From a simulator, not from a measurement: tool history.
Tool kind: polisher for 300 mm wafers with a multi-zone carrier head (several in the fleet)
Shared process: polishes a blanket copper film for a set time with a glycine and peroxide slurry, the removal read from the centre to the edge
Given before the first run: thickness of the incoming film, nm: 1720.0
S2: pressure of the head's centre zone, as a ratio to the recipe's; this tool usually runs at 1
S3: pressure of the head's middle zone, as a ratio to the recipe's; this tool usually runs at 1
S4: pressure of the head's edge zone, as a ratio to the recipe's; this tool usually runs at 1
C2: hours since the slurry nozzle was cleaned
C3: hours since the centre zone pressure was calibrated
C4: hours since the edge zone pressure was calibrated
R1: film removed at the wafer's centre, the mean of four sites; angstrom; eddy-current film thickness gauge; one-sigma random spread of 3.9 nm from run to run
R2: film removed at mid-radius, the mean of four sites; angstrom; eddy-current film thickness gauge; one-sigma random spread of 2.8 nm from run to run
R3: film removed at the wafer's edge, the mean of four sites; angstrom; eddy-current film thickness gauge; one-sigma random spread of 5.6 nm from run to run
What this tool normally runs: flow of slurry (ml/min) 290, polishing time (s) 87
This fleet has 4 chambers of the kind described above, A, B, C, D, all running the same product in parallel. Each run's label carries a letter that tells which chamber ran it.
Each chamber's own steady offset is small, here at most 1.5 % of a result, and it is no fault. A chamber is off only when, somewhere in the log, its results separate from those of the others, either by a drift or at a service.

Run 1D, hour 9: usual settings; wafers polished on this pad 556; C2 374.8; C3 940.1; C4 24.9. Result: R1 4413.8 angstrom, R2 4356.4 angstrom, R3 4378.8 angstrom.
At hour 13.9: chamber A: edge zone pressure recalibrated.
Run 2C, hour 18.4: usual settings; wafers polished on this pad 1004; C2 338.6; C3 817.4; C4 861.8. Result: R1 4424.1 angstrom, R2 4341.2 angstrom, R3 4424.2 angstrom.
At hour 20.5: chamber B: worn pad replaced by a new one.
Run 3A, hour 31.7: usual settings; wafers polished on this pad 568; C2 119.6; C3 329.7; C4 17.8. Result: R1 4390 angstrom, R2 4430.3 angstrom, R3 4401.1 angstrom.
At hour 35.1: chamber C: worn pad replaced by a new one.
Run 4B, hour 41.4: usual settings; wafers polished on this pad 296; C2 356; C3 866.7; C4 67.1. Result: R1 4449.1 angstrom, R2 4339.5 angstrom, R3 4447.1 angstrom.
At hour 46.4: chamber D: worn pad replaced by a new one.
Run 5A, hour 55: usual settings; wafers polished on this pad 898; C2 142.9; C3 353; C4 41.1. Result: R1 4434.1 angstrom, R2 4439.6 angstrom, R3 4375.6 angstrom.
Run 6D, hour 67.9: usual settings; wafers polished on this pad 305; C2 433.7; C3 999; C4 83.8. Result: R1 4429.6 angstrom, R2 4373.4 angstrom, R3 4282.2 angstrom.
Run 7C, hour 75.3: usual settings; wafers polished on this pad 569; C2 395.5; C3 874.3; C4 918.7. Result: R1 4383.6 angstrom, R2 4359.5 angstrom, R3 4353.4 angstrom.
Run 8B, hour 88: usual settings; wafers polished on this pad 956; C2 402.6; C3 913.3; C4 113.7. Result: R1 4466.8 angstrom, R2 4318.5 angstrom, R3 4370.8 angstrom.
At hour 90.6: chamber A: worn pad replaced by a new one.
Run 9D, hour 102: usual settings; wafers polished on this pad 788; C2 467.8; C3 1033.1; C4 117.9. Result: R1 4436.7 angstrom, R2 4382.2 angstrom, R3 4357.6 angstrom.
At hour 110.4: chamber C: worn pad replaced by a new one.
At hour 114.6: chamber B: worn pad replaced by a new one.
Run 10A, hour 115.5: usual settings; wafers polished on this pad 353; C2 203.4; C3 413.5; C4 101.6. Result: R1 4442.5 angstrom, R2 4420.9 angstrom, R3 4465.8 angstrom.
Run 11B, hour 123.5: usual settings; wafers polished on this pad 126; C2 438.1; C3 948.8; C4 149.2. Result: R1 4428.6 angstrom, R2 4399.4 angstrom, R3 4453.3 angstrom.
At hour 129.4: chamber D: worn pad replaced by a new one.
Run 12C, hour 137.5: usual settings but polishing time (s) 105; wafers polished on this pad 384; C2 457.7; C3 936.5; C4 980.9. Result: R1 5317.2 angstrom, R2 5330.4 angstrom, R3 5254.5 angstrom.
At hour 143.4: chamber C: slurry nozzle cleaned.
Run 13D, hour 146.2: usual settings but polishing time (s) 105; wafers polished on this pad 239; C2 512; C3 1077.3; C4 162.1. Result: R1 5316.7 angstrom, R2 5362 angstrom, R3 5446.2 angstrom.
Run 14C, hour 152.7: usual settings but polishing time (s) 105; wafers polished on this pad 600; C2 9.4; C3 951.7; C4 996.1. Result: R1 5288.4 angstrom, R2 5251.1 angstrom, R3 5277.4 angstrom.
Run 15B, hour 166.8: usual settings but polishing time (s) 105; wafers polished on this pad 740; C2 481.4; C3 992.1; C4 192.5. Result: R1 5342.9 angstrom, R2 5340.8 angstrom, R3 5332.6 angstrom.
Run 16A, hour 174.7: usual settings; wafers polished on this pad 1192; C2 262.6; C3 472.7; C4 160.8. Result: R1 4460.3 angstrom, R2 4445.8 angstrom, R3 4401.1 angstrom.
At hour 176.1: chamber A: worn pad replaced by a new one.
Run 17B, hour 182: usual settings; wafers polished on this pad 955; C2 496.6; C3 1007.3; C4 207.7. Result: R1 4490.2 angstrom, R2 4390.3 angstrom, R3 4403.4 angstrom.
At hour 192.9: chamber C: worn pad replaced by a new one.
Run 18D, hour 193: usual settings; wafers polished on this pad 902; C2 558.8; C3 1124.1; C4 208.9. Result: R1 4450.1 angstrom, R2 4345.6 angstrom, R3 4341.6 angstrom.
Run 19A, hour 201.5: usual settings; wafers polished on this pad 359; C2 289.4; C3 499.5; C4 187.6. Result: R1 4464.4 angstrom, R2 4397.7 angstrom, R3 4448.3 angstrom.
At hour 207.2: chamber D: worn pad replaced by a new one.
At hour 207.2: chamber A: centre zone pressure recalibrated.
Run 20C, hour 210.5: usual settings; wafers polished on this pad 250; C2 67.2; C3 1009.5; C4 1053.9. Result: R1 4407.9 angstrom, R2 4450.2 angstrom, R3 4429.5 angstrom.
At hour 220.6: chamber B: worn pad replaced by a new one.
At hour 221.7: chamber D: centre zone pressure recalibrated.
Run 21D, hour 222.3: usual settings; wafers polished on this pad 214; C2 588.1; C3 0.7; C4 238.2. Result: R1 4059.1 angstrom, R2 4362.9 angstrom, R3 4431.2 angstrom.
At hour 227.3: chamber A: slurry nozzle cleaned.
Run 22A, hour 233.1: usual settings; wafers polished on this pad 807; C2 5.9; C3 25.9; C4 219.2. Result: R1 4401.7 angstrom, R2 4383.2 angstrom, R3 4367.8 angstrom.
Run 23B, hour 240.1: usual settings; wafers polished on this pad 276; C2 554.7; C3 1065.4; C4 265.8. Result: R1 4490.3 angstrom, R2 4353.6 angstrom, R3 4410.6 angstrom.
At hour 247.9: chamber D: slurry nozzle cleaned.
Run 24C, hour 253.9: usual settings; wafers polished on this pad 865; C2 110.6; C3 1052.9; C4 1097.3. Result: R1 4385 angstrom, R2 4418 angstrom, R3 4408 angstrom.
At hour 265.1: chamber A: worn pad replaced by a new one.
Run 25B, hour 265.9: usual settings but flow of slurry (ml/min) 330, S4 1.1; wafers polished on this pad 641; C2 580.5; C3 1091.2; C4 291.6. Result: R1 4482.5 angstrom, R2 4438.3 angstrom, R3 4672.6 angstrom.
Run 26D, hour 272.5: usual settings but flow of slurry (ml/min) 330, S4 1.1; wafers polished on this pad 925; C2 24.6; C3 50.9; C4 288.4. Result: R1 4188.1 angstrom, R2 4398.3 angstrom, R3 4656.3 angstrom.
Run 27A, hour 280.5: usual settings but flow of slurry (ml/min) 330, S4 1.1; wafers polished on this pad 219; C2 53.3; C3 73.3; C4 266.6. Result: R1 4506.1 angstrom, R2 4409 angstrom, R3 4688.5 angstrom.
At hour 283.6: chamber D: worn pad replaced by a new one.
At hour 285.1: chamber C: worn pad replaced by a new one.
Run 28C, hour 291.3: usual settings but flow of slurry (ml/min) 330, S4 1.1; wafers polished on this pad 88; C2 148; C3 1090.3; C4 1134.7. Result: R1 4449.4 angstrom, R2 4495.8 angstrom, R3 4620.8 angstrom.
Run 29D, hour 300.8: usual settings; wafers polished on this pad 244; C2 52.9; C3 79.2; C4 316.7. Result: R1 4080.3 angstrom, R2 4388.7 angstrom, R3 4369.5 angstrom.
Run 30A, hour 310.2: usual settings but flow of slurry (ml/min) 220, polishing time (s) 110; wafers polished on this pad 639; C2 83; C3 103; C4 296.3. Result: R1 5400.1 angstrom, R2 5508.4 angstrom, R3 5566.1 angstrom.
Run 31B, hour 319.7: usual settings but flow of slurry (ml/min) 220, polishing time (s) 110; wafers polished on this pad 1403; C2 634.3; C3 1145; C4 345.4. Result: R1 5448.7 angstrom, R2 5342 angstrom, R3 5514.2 angstrom.
At hour 323.8: chamber B: slurry nozzle cleaned.
Run 32C, hour 326.9: usual settings but flow of slurry (ml/min) 220, polishing time (s) 110; wafers polished on this pad 592; C2 183.6; C3 1125.9; C4 1170.3. Result: R1 5370.8 angstrom, R2 5300.5 angstrom, R3 5279.7 angstrom.
At hour 335.3: chamber B: worn pad replaced by a new one.
At hour 337.4: chamber C: edge zone pressure recalibrated.
Run 33A, hour 338.6: usual settings but flow of slurry (ml/min) 220, polishing time (s) 110; wafers polished on this pad 1042; C2 111.4; C3 131.4; C4 324.7. Result: R1 5436.9 angstrom, R2 5344.6 angstrom, R3 5591 angstrom.
Run 34B, hour 348.4: usual settings; wafers polished on this pad 185; C2 24.7; C3 1173.7; C4 374.1. Result: R1 4459.5 angstrom, R2 4351.3 angstrom, R3 4466.5 angstrom.
Run 35C, hour 361: usual settings; wafers polished on this pad 1075; C2 217.7; C3 1160; C4 23.7. Result: R1 4351.8 angstrom, R2 4376 angstrom, R3 4397.3 angstrom.
At hour 361.1: chamber C: worn pad replaced by a new one.
At hour 363.4: chamber A: worn pad replaced by a new one.
At hour 366.1: chamber D: edge zone pressure recalibrated.
Run 36D, hour 369: usual settings; wafers polished on this pad 1210; C2 121.1; C3 147.4; C4 3. Result: R1 4102.8 angstrom, R2 4369.2 angstrom, R3 4408.8 angstrom.
At hour 371.2: chamber D: worn pad replaced by a new one.
Run 37A, hour 380.9: usual settings; wafers polished on this pad 249; C2 153.7; C3 173.7; C4 367. Result: R1 4427.3 angstrom, R2 4427.6 angstrom, R3 4434.7 angstrom.
Run 38D, hour 387.3: usual settings; wafers polished on this pad 229; C2 139.4; C3 165.7; C4 21.3. Result: R1 4111.8 angstrom, R2 4360.3 angstrom, R3 4366 angstrom.
Run 39C, hour 397.2: usual settings; wafers polished on this pad 511; C2 253.9; C3 1196.2; C4 59.9. Result: R1 4435.1 angstrom, R2 4367.7 angstrom, R3 4346.4 angstrom.
Run 40B, hour 405.5: usual settings; wafers polished on this pad 994; C2 81.8; C3 1230.8; C4 431.2. Result: R1 4477.1 angstrom, R2 4384.7 angstrom, R3 4573.7 angstrom.
Run 41B, hour 411.8: usual settings; wafers polished on this pad 1083; C2 88.1; C3 1237.1; C4 437.5. Result: R1 4479.6 angstrom, R2 4358.3 angstrom, R3 4436.7 angstrom.
Run 42A, hour 423.4: usual settings but S2 1.09; wafers polished on this pad 851; C2 196.2; C3 216.2; C4 409.5. Result: R1 4839.5 angstrom, R2 4401.2 angstrom, R3 4338.9 angstrom.
Run 43C, hour 433.8: usual settings but S2 1.09; wafers polished on this pad 1029; C2 290.5; C3 1232.8; C4 96.5. Result: R1 4857.8 angstrom, R2 4366.3 angstrom, R3 4443.4 angstrom.

Next, every chamber runs the same settings. What will each give?
Run 44A, hour 443.9: usual settings. Result: R1 ?, R2 ?, R3 ?.
Run 44B, hour 443.9: usual settings. Result: R1 ?, R2 ?, R3 ?.
Run 44C, hour 443.9: usual settings. Result: R1 ?, R2 ?, R3 ?.
Run 44D, hour 443.9: usual settings. Result: R1 ?, R2 ?, R3 ?.

run      R1      R2      R3
44A  4445.1  4421.6  4371.4
44B  4446.1  4395.2  4427.6
44C  4345.2  4416.1  4368.1
44D  4101.1  4371.3  4410.1
